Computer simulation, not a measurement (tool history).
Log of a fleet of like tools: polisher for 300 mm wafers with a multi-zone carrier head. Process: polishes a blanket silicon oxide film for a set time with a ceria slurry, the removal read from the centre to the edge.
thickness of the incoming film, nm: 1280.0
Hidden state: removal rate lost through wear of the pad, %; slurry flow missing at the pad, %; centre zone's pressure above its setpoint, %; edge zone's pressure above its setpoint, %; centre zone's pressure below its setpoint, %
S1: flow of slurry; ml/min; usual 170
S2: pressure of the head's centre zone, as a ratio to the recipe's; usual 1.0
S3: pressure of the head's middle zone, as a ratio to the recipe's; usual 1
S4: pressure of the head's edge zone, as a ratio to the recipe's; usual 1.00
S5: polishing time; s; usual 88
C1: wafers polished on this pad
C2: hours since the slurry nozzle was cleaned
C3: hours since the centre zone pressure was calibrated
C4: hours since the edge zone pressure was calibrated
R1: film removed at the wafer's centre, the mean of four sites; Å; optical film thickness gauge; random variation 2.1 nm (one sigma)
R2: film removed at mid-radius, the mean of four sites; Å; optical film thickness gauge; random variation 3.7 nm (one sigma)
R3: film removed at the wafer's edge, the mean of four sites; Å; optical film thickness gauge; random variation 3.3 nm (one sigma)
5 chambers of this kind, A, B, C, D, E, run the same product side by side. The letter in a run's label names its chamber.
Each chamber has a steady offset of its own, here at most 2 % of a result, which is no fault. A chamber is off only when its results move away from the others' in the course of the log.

run	day	S1	S2	S3	S4	S5	C1	C2	C3	C4	R1	R2	R3
1B	0.150	170	1.0	1	1.00	88	240	270.2	152.3	593.6	2603.6	2663.0	2572.8
2E	0.275	170	1.0	1	1.00	88	1050	497.2	1084.4	1280.1	2601.5	2577.3	2696.4
3C	0.421	170	1.0	1	1.00	88	782	336.3	956.1	951.0	2626.1	2559.7	2617.4
4D	0.533	170	1.0	1	1.00	88	815	507.8	191.2	352.7	2635.9	2583.8	2594.3
# day 0.596: chamber D: slurry nozzle cleaned
5A	0.650	170	1.0	1	1.00	88	539	343.4	285.1	341.6	2613.3	2541.1	2542.0
# day 0.825: chamber E: worn pad replaced by a new one
6C	0.854	170	1.0	1	1.00	88	870	346.7	966.5	961.4	2619.4	2579.5	2618.8
# day 0.967: chamber C: worn pad replaced by a new one
7B	0.971	140	1.0	1	1.00	88	407	289.9	172.0	613.3	2523.9	2513.6	2573.9
8D	1.088	140	1.0	1	1.00	88	928	11.8	204.5	366.0	2536.5	2549.3	2578.2
9E	1.242	140	1.0	1	1.00	88	84	520.4	1107.6	1303.3	2488.0	2521.3	2543.4
10A	1.421	140	1.0	1	1.00	88	696	361.9	303.6	360.1	2483.4	2464.4	2503.3
11E	1.625	140	1.0	1	1.00	88	162	529.6	1116.8	1312.5	2509.1	2489.9	2543.9
# day 1.754: chamber C: slurry nozzle cleaned
12A	1.792	170	1.0	1	1.00	88	771	370.8	312.5	369.0	2595.5	2577.0	2535.3
# day 1.850: chamber B: worn pad replaced by a new one
13D	1.929	170	1.0	1	1.00	88	1098	32.0	224.7	386.2	2648.9	2591.6	2656.1
# day 2.008: chamber A: worn pad replaced by a new one
14B	2.083	170	1.0	1	1.00	88	47	316.6	198.7	640.0	2652.2	2692.7	2557.8
15C	2.188	170	1.0	1	1.00	88	248	10.5	998.5	993.4	2555.0	2660.3	2626.8
# day 2.212: chamber E: centre zone pressure recalibrated
16D	2.308	170	1.0	1	1.00	88	1175	41.1	233.8	395.3	2682.2	2550.2	2662.1
17A	2.492	170	1.0	1	1.00	88	98	387.6	329.3	385.8	2575.9	2586.5	2523.8
18B	2.629	170	1.0	1	1.00	88	158	329.7	211.8	653.1	2604.7	2619.8	2618.4
19E	2.754	170	1.0	1	1.00	88	391	556.7	13.1	1339.6	2909.9	2654.2	2623.9
# day 2.842: chamber C: centre zone pressure recalibrated
20C	2.921	170	1.0	1	1.00	88	397	28.1	1.9	1011.0	2614.9	2597.6	2566.1
# day 3.067: chamber E: edge zone pressure recalibrated
21C	3.092	170	1.0	1	1.00	88	431	32.2	6.0	1015.1	2614.1	2539.0	2622.8
22D	3.204	170	1.0	1	1.00	88	1357	62.6	255.3	416.8	2667.9	2496.0	2670.7
23E	3.308	170	1.0	1	1.00	88	504	570.0	26.4	5.9	2906.1	2609.9	2622.3
24B	3.488	170	1.0	1	1.00	88	332	350.3	232.4	673.7	2644.6	2639.6	2603.9
25A	3.583	170	1.0	1	1.00	88	319	413.8	355.5	412.0	2647.3	2505.5	2565.1
26C	3.683	170	0.9	1	1.00	118	551	46.4	20.2	1029.3	3129.1	3496.0	3550.5
27A	3.838	170	0.9	1	1.00	118	371	419.9	361.6	418.1	3125.8	3495.1	3456.8
28B	4.004	170	0.9	1	1.00	118	437	362.7	244.8	686.1	3090.6	3559.3	3569.2
29E	4.171	170	0.9	1	1.00	118	679	590.7	47.1	26.6	3496.2	3550.1	3488.6
30D	4.292	170	0.9	1	1.00	118	1578	88.7	281.4	442.9	3130.1	3510.6	3544.1
31C	4.412	170	1.0	1	1.00	88	699	63.9	37.7	1046.8	2597.3	2616.8	2606.2
32A	4.517	170	1.0	1	1.11	63	509	436.2	377.9	434.4	1877.0	1847.7	1921.1
# day 4.571: chamber D: worn pad replaced by a new one
33E	4.612	170	1.0	1	1.11	63	768	601.3	57.7	37.2	2062.5	1872.4	2020.7
34B	4.742	170	1.0	1	1.11	63	587	380.4	262.5	703.8	1876.8	1889.3	2022.5
35D	4.838	170	1.0	1	1.11	63	54	101.8	294.5	456.0	1856.6	1922.2	1987.1
36D	4.938	170	1.0	1	1.11	63	74	104.2	296.9	458.4	1882.6	1828.5	2025.3

Is one chamber off against the others, does the gauge drift, or is nothing wrong? If a chamber is off, say which, and what the likeliest cause is.

A service left chamber E off against the others.
Cause: centre zone's pressure above its setpoint, % = 9.94.

Here are 4 candidates for chamber E's next run, each the usual settings with a change, their results left as question marks. Which one brings its results back in line with what the others give on the usual settings?
In line means no further than this from the other chambers' mean on the usual settings: R1 75.0 Å; R2 130.0 Å; R3 120.0 Å
37E-1	5.083	160	0.85	1.02	1.06	86					?	?	?
37E-2	5.083	165	0.92	1.01	1.03	87					?	?	?
37E-3	5.083	175	1.08	0.99	0.97	89					?	?	?
37E-4	5.083	185	1.16	0.97	0.94	90					?	?	?

The other chambers' mean on the usual settings: R1 2619.2 Å; R2 2593.4 Å; R3 2607.3 Å
run	R1	R2	R3
37E-1	2338.1	2585.7	2604.0
37E-2	2595.1	2605.9	2605.5
37E-3	3193.6	2642.4	2604.0
37E-4	3521.7	2646.0	2609.7
37E-2 brings the chamber back in line.

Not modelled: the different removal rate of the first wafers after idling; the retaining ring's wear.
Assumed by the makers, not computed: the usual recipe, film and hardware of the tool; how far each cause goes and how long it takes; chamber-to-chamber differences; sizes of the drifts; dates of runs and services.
